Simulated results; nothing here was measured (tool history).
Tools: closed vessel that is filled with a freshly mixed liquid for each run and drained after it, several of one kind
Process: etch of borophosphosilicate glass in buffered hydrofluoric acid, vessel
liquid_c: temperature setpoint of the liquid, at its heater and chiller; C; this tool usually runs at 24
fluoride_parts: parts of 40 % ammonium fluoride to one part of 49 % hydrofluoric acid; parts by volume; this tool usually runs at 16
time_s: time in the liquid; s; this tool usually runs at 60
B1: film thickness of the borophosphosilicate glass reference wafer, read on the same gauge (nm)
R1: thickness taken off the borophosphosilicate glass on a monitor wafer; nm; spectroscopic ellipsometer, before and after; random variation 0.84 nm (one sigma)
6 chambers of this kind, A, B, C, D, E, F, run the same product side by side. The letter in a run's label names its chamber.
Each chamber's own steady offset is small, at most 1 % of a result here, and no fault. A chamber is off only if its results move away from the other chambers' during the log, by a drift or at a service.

run 1D hour=8 | liquid_c=24 fluoride_parts=16 time_s=60 | B1=120 | R1=107.02
run 2C hour=21.3 | liquid_c=24 fluoride_parts=16 time_s=60 | B1=120 | R1=105.9
run 3B hour=31.2 | liquid_c=24 fluoride_parts=16 time_s=60 | B1=120.02 | R1=105.75
run 4A hour=38.1 | liquid_c=24 fluoride_parts=16 time_s=60 | B1=120.01 | R1=106.99
run 5E hour=48.8 | liquid_c=24 fluoride_parts=16 time_s=60 | B1=120.02 | R1=106.74
run 6F hour=56.4 | liquid_c=24 fluoride_parts=16 time_s=60 | B1=119.94 | R1=105.26
run 7B hour=67.6 | liquid_c=24 fluoride_parts=16 time_s=60 | B1=119.98 | R1=106.15
run 8D hour=74 | liquid_c=24 fluoride_parts=16 time_s=60 | B1=120.02 | R1=106.55
run 9C hour=80.3 | liquid_c=24 fluoride_parts=16 time_s=60 | B1=119.96 | R1=105.62
run 10E hour=89.2 | liquid_c=24 fluoride_parts=16 time_s=60 | B1=120.01 | R1=105.68
run 11F hour=99 | liquid_c=24 fluoride_parts=16 time_s=60 | B1=120 | R1=108.88
run 12A hour=107 | liquid_c=24 fluoride_parts=16 time_s=60 | B1=120 | R1=108.67
run 13D hour=116.2 | liquid_c=24 fluoride_parts=16 time_s=60 | B1=120.02 | R1=107.75
run 14B hour=125.9 | liquid_c=24 fluoride_parts=16 time_s=60 | B1=119.96 | R1=105.08
run 15F hour=133.8 | liquid_c=24 fluoride_parts=16 time_s=60 | B1=120.01 | R1=107.78
run 16C hour=145.7 | liquid_c=24 fluoride_parts=16 time_s=60 | B1=119.96 | R1=105.71
run 17E hour=152.5 | liquid_c=24 fluoride_parts=16 time_s=60 | B1=120.01 | R1=104.6
run 18A hour=158.7 | liquid_c=21.5 fluoride_parts=16 time_s=75 | B1=120.02 | R1=117.26
run 19E hour=171.7 | liquid_c=21.5 fluoride_parts=16 time_s=75 | B1=119.98 | R1=116.5
run 20B hour=181.9 | liquid_c=21.5 fluoride_parts=16 time_s=75 | B1=120.03 | R1=117.18
run 21C hour=193.6 | liquid_c=21.5 fluoride_parts=16 time_s=75 | B1=120 | R1=114.59
run 22F hour=203.3 | liquid_c=21.5 fluoride_parts=16 time_s=75 | B1=120.02 | R1=116.83
run 23A hour=209.3 | liquid_c=21.5 fluoride_parts=16 time_s=75 | B1=120.01 | R1=118.2
run 24D hour=216.6 | liquid_c=24 fluoride_parts=16 time_s=60 | B1=120.03 | R1=106.65
run 25C hour=224.3 | liquid_c=24 fluoride_parts=16 time_s=60 | B1=119.95 | R1=105.62
-- hour=225.5 chamber C: thermometer replaced
run 26A hour=235.2 | liquid_c=24 fluoride_parts=16 time_s=60 | B1=120 | R1=106.84
run 27E hour=247.4 | liquid_c=24 fluoride_parts=16 time_s=60 | B1=119.95 | R1=107.79
run 28D hour=255.8 | liquid_c=24 fluoride_parts=16 time_s=60 | B1=120.01 | R1=106.48
run 29B hour=262.8 | liquid_c=24 fluoride_parts=16 time_s=60 | B1=120.01 | R1=108.71
run 30F hour=273.9 | liquid_c=19.5 fluoride_parts=20.5 time_s=60 | B1=119.98 | R1=65.467
run 31E hour=283.8 | liquid_c=19.5 fluoride_parts=20.5 time_s=60 | B1=119.97 | R1=65.257
run 32F hour=290.4 | liquid_c=19.5 fluoride_parts=20.5 time_s=60 | B1=119.97 | R1=65.354
run 33A hour=303.1 | liquid_c=19.5 fluoride_parts=20.5 time_s=60 | B1=119.96 | R1=67.159
run 34B hour=315.9 | liquid_c=19.5 fluoride_parts=20.5 time_s=60 | B1=120.02 | R1=69.507
run 35D hour=322 | liquid_c=19.5 fluoride_parts=20.5 time_s=60 | B1=119.96 | R1=65.661
run 36C hour=329.5 | liquid_c=24 fluoride_parts=16 time_s=60 | B1=120.05 | R1=105.47
run 37A hour=337.8 | liquid_c=24 fluoride_parts=16 time_s=60 | B1=120.02 | R1=107.56
run 38D hour=346.8 | liquid_c=24 fluoride_parts=16 time_s=60 | B1=119.98 | R1=105.39
run 39E hour=359.3 | liquid_c=24 fluoride_parts=16 time_s=60 | B1=120.02 | R1=105.97
run 40C hour=371.4 | liquid_c=24 fluoride_parts=16 time_s=60 | B1=119.99 | R1=104.09
run 41F hour=380.3 | liquid_c=24 fluoride_parts=16 time_s=60 | B1=119.96 | R1=106.37
run 42B hour=393.1 | liquid_c=24 fluoride_parts=16 time_s=60 | B1=119.96 | R1=114.71
run 43B hour=401.7 | liquid_c=24 fluoride_parts=16 time_s=60 | B1=119.99 | R1=116.7

For the next run the whole fleet of 6 chambers uses the same settings. Give each chamber's results:
run 44A hour=411.3 | liquid_c=24 fluoride_parts=11.5 time_s=60 | R1=?
run 44B hour=411.3 | liquid_c=24 fluoride_parts=11.5 time_s=60 | R1=?
run 44C hour=411.3 | liquid_c=24 fluoride_parts=11.5 time_s=60 | R1=?
run 44D hour=411.3 | liquid_c=24 fluoride_parts=11.5 time_s=60 | R1=?
run 44E hour=411.3 | liquid_c=24 fluoride_parts=11.5 time_s=60 | R1=?
run 44F hour=411.3 | liquid_c=24 fluoride_parts=11.5 time_s=60 | R1=?

run=44A R1=149.93
run=44B R1=161.03
run=44C R1=146.44
run=44D R1=145.85
run=44E R1=149.59
run=44F R1=150.09

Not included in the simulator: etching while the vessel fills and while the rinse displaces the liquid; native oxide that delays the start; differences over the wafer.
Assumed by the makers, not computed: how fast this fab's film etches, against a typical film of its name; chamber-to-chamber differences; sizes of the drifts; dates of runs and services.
